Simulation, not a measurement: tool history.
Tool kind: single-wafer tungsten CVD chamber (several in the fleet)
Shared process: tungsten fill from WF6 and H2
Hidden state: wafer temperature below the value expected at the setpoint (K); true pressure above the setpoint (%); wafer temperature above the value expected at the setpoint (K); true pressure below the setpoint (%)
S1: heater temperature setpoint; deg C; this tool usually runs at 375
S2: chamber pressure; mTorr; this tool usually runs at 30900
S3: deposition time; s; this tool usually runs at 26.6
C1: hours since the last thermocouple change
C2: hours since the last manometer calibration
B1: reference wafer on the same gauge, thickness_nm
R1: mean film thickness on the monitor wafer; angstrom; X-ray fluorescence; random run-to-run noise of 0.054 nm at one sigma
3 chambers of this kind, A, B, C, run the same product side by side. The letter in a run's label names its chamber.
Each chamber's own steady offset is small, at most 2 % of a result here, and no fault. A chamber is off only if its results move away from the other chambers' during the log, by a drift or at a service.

run,hour,S1,S2,S3,C1,C2,B1,R1
1B,8.9,375,30900,26.6,287.5,283.6,41.487,471.49
2A,18,375,30900,26.6,206.2,70.3,41.481,479.59
3C,27,375,30900,26.6,1862.4,620.8,41.474,480.48
4B,31.9,375,30900,26.6,310.5,306.6,41.456,470.57
# hour 34.3: chamber C: thermocouple changed; heater temperature recalibrated
5C,39.3,375,30900,26.6,5,633.1,41.447,479.27
6A,46,375,30900,26.6,234.2,98.3,41.446,479.48
7B,55.5,375,30900,26.6,334.1,330.2,41.436,471.04
8C,63.6,375,30900,26.6,29.3,657.4,41.425,479.19
9A,72.6,375,35900,26.6,260.8,124.9,41.405,513.62
10B,79.6,375,35900,26.6,358.2,354.3,41.407,504.53
11A,86,375,35900,26.6,274.2,138.3,41.393,513.85
12C,92.6,375,30900,26.6,58.3,686.4,41.4,478.55
13A,100.3,375,30900,26.6,288.5,152.6,41.385,478.99
14B,105.4,375,30900,26.6,384,380.1,41.379,469.97
15C,113.2,375,30900,26.6,78.9,707,41.37,478.85
16B,122.4,375,30900,26.6,401,397.1,41.352,470.58
17C,130.7,375,30900,26.6,96.4,724.5,41.355,478.89
18A,140.1,375,30900,26.6,328.3,192.4,41.342,478.53
19B,149.8,375,30900,26.6,428.4,424.5,41.318,469.35
20C,155.3,375,30900,26.6,121,749.1,41.314,477.35
21A,161.2,375,30900,26.6,349.4,213.5,41.3,478.12

Has any chamber moved away from the others, gradually or after a service, or does the common gauge drift, or do the chambers differ only by their own small steady offsets? State the chamber and the most likely cause if one applies.

The gauge drifts, so all chambers seem to drift together. No chamber is off.
Likeliest cause: gauge reads low (%) = 0.473.

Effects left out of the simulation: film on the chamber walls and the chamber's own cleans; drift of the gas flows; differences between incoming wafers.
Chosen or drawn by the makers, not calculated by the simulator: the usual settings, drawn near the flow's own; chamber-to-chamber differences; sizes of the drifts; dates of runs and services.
